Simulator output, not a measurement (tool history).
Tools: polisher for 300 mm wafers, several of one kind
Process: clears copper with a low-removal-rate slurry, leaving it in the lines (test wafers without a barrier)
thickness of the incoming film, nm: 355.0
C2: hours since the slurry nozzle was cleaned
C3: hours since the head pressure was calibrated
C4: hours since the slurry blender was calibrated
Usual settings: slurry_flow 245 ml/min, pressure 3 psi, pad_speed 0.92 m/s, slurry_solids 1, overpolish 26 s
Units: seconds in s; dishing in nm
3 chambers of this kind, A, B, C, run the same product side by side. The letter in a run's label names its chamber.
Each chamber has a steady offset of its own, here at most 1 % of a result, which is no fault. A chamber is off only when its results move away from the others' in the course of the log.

run 1C hour=12.4 | slurry_flow=245 pressure=3 pad_speed=0.92 slurry_solids=1 overpolish=26 | wafers_polished_on_this_pad=656 C2=163.5 C3=572.1 C4=20.7 | seconds=123.65 dishing=49.99
-- hour=15.6 chamber C: worn pad replaced by a new one
run 2A hour=23.4 | slurry_flow=245 pressure=3 pad_speed=0.92 slurry_solids=1 overpolish=26 | wafers_polished_on_this_pad=357 C2=65.8 C3=458.7 C4=88 | seconds=124.86 dishing=52.055
-- hour=29 chamber A: head pressure recalibrated
run 3B hour=35.8 | slurry_flow=245 pressure=3 pad_speed=0.92 slurry_solids=1 overpolish=26 | wafers_polished_on_this_pad=914 C2=53 C3=67.8 C4=277.2 | seconds=127.21 dishing=48.638
run 4A hour=48.1 | slurry_flow=245 pressure=3 pad_speed=0.92 slurry_solids=1 overpolish=26 | wafers_polished_on_this_pad=539 C2=90.5 C3=19.2 C4=112.7 | seconds=124.75 dishing=48.901
run 5C hour=60.6 | slurry_flow=245 pressure=3 pad_speed=0.92 slurry_solids=0.7 overpolish=26 | wafers_polished_on_this_pad=331 C2=211.7 C3=620.3 C4=68.9 | seconds=129.84 dishing=46.581
run 6B hour=69.6 | slurry_flow=245 pressure=3 pad_speed=0.92 slurry_solids=0.7 overpolish=26 | wafers_polished_on_this_pad=1163 C2=86.8 C3=101.6 C4=311 | seconds=134.28 dishing=45.875
run 7A hour=82.2 | slurry_flow=245 pressure=3 pad_speed=0.92 slurry_solids=0.7 overpolish=26 | wafers_polished_on_this_pad=789 C2=124.6 C3=53.3 C4=146.8 | seconds=135.49 dishing=49.488
-- hour=83.1 chamber B: worn pad replaced by a new one
run 8C hour=93.9 | slurry_flow=245 pressure=3 pad_speed=0.92 slurry_solids=1 overpolish=26 | wafers_polished_on_this_pad=576 C2=245 C3=653.6 C4=102.2 | seconds=122.91 dishing=51.288
-- hour=95.5 chamber A: slurry blender recalibrated
run 9B hour=102.6 | slurry_flow=245 pressure=3 pad_speed=0.92 slurry_solids=1 overpolish=26 | wafers_polished_on_this_pad=143 C2=119.8 C3=134.6 C4=344 | seconds=123.1 dishing=52.776
run 10A hour=109.9 | slurry_flow=245 pressure=3 pad_speed=0.92 slurry_solids=1 overpolish=26 | wafers_polished_on_this_pad=993 C2=152.3 C3=81 C4=14.4 | seconds=128.73 dishing=50.683
run 11C hour=115.6 | slurry_flow=245 pressure=3 pad_speed=0.92 slurry_solids=1 overpolish=26 | wafers_polished_on_this_pad=735 C2=266.7 C3=675.3 C4=123.9 | seconds=124.98 dishing=49.93
-- hour=120 chamber B: slurry blender recalibrated
-- hour=122 chamber C: worn pad replaced by a new one
run 12B hour=123.2 | slurry_flow=245 pressure=3 pad_speed=0.92 slurry_solids=1 overpolish=26 | wafers_polished_on_this_pad=295 C2=140.4 C3=155.2 C4=3.2 | seconds=123.68 dishing=52.22
run 13A hour=131.9 | slurry_flow=245 pressure=3 pad_speed=0.92 slurry_solids=1 overpolish=26 | wafers_polished_on_this_pad=1154 C2=174.3 C3=103 C4=36.4 | seconds=129.07 dishing=47.805
run 14B hour=141.8 | slurry_flow=215 pressure=3 pad_speed=0.92 slurry_solids=1 overpolish=34 | wafers_polished_on_this_pad=431 C2=159 C3=173.8 C4=21.8 | seconds=129.15 dishing=60.932
run 15C hour=151.3 | slurry_flow=215 pressure=3 pad_speed=0.92 slurry_solids=1 overpolish=34 | wafers_polished_on_this_pad=215 C2=302.4 C3=711 C4=159.6 | seconds=127.04 dishing=63.537
run 16C hour=160.3 | slurry_flow=215 pressure=3 pad_speed=0.92 slurry_solids=1 overpolish=34 | wafers_polished_on_this_pad=282 C2=311.4 C3=720 C4=168.6 | seconds=126.55 dishing=61.468
run 17B hour=166.3 | slurry_flow=285 pressure=3 pad_speed=0.92 slurry_solids=1 overpolish=26 | wafers_polished_on_this_pad=612 C2=183.5 C3=198.3 C4=46.3 | seconds=125.72 dishing=50.905
run 18A hour=178.4 | slurry_flow=285 pressure=3 pad_speed=0.92 slurry_solids=1 overpolish=26 | wafers_polished_on_this_pad=1496 C2=220.8 C3=149.5 C4=82.9 | seconds=130.03 dishing=48.147
run 19A hour=186.3 | slurry_flow=285 pressure=3 pad_speed=0.92 slurry_solids=1 overpolish=26 | wafers_polished_on_this_pad=1554 C2=228.7 C3=157.4 C4=90.8 | seconds=131.33 dishing=48.261
run 20B hour=199.6 | slurry_flow=245 pressure=3 pad_speed=0.92 slurry_solids=1 overpolish=26 | wafers_polished_on_this_pad=856 C2=216.8 C3=231.6 C4=79.6 | seconds=124.47 dishing=49.663
run 21C hour=209.1 | slurry_flow=245 pressure=3 pad_speed=0.92 slurry_solids=1 overpolish=26 | wafers_polished_on_this_pad=640 C2=360.2 C3=768.8 C4=217.4 | seconds=124.12 dishing=51.808
run 22B hour=220.8 | slurry_flow=245 pressure=3 pad_speed=0.92 slurry_solids=1 overpolish=26 | wafers_polished_on_this_pad=1012 C2=238 C3=252.8 C4=100.8 | seconds=126.16 dishing=48.562

Next, every chamber runs the same settings. What will each give?
run 23A hour=230.3 | slurry_flow=245 pressure=3 pad_speed=0.92 slurry_solids=1 overpolish=26 | seconds=? dishing=?
run 23B hour=230.3 | slurry_flow=245 pressure=3 pad_speed=0.92 slurry_solids=1 overpolish=26 | seconds=? dishing=?
run 23C hour=230.3 | slurry_flow=245 pressure=3 pad_speed=0.92 slurry_solids=1 overpolish=26 | seconds=? dishing=?

run=23A seconds=136.84 dishing=45.155
run=23B seconds=126.32 dishing=50.509
run=23C seconds=124.42 dishing=50.923
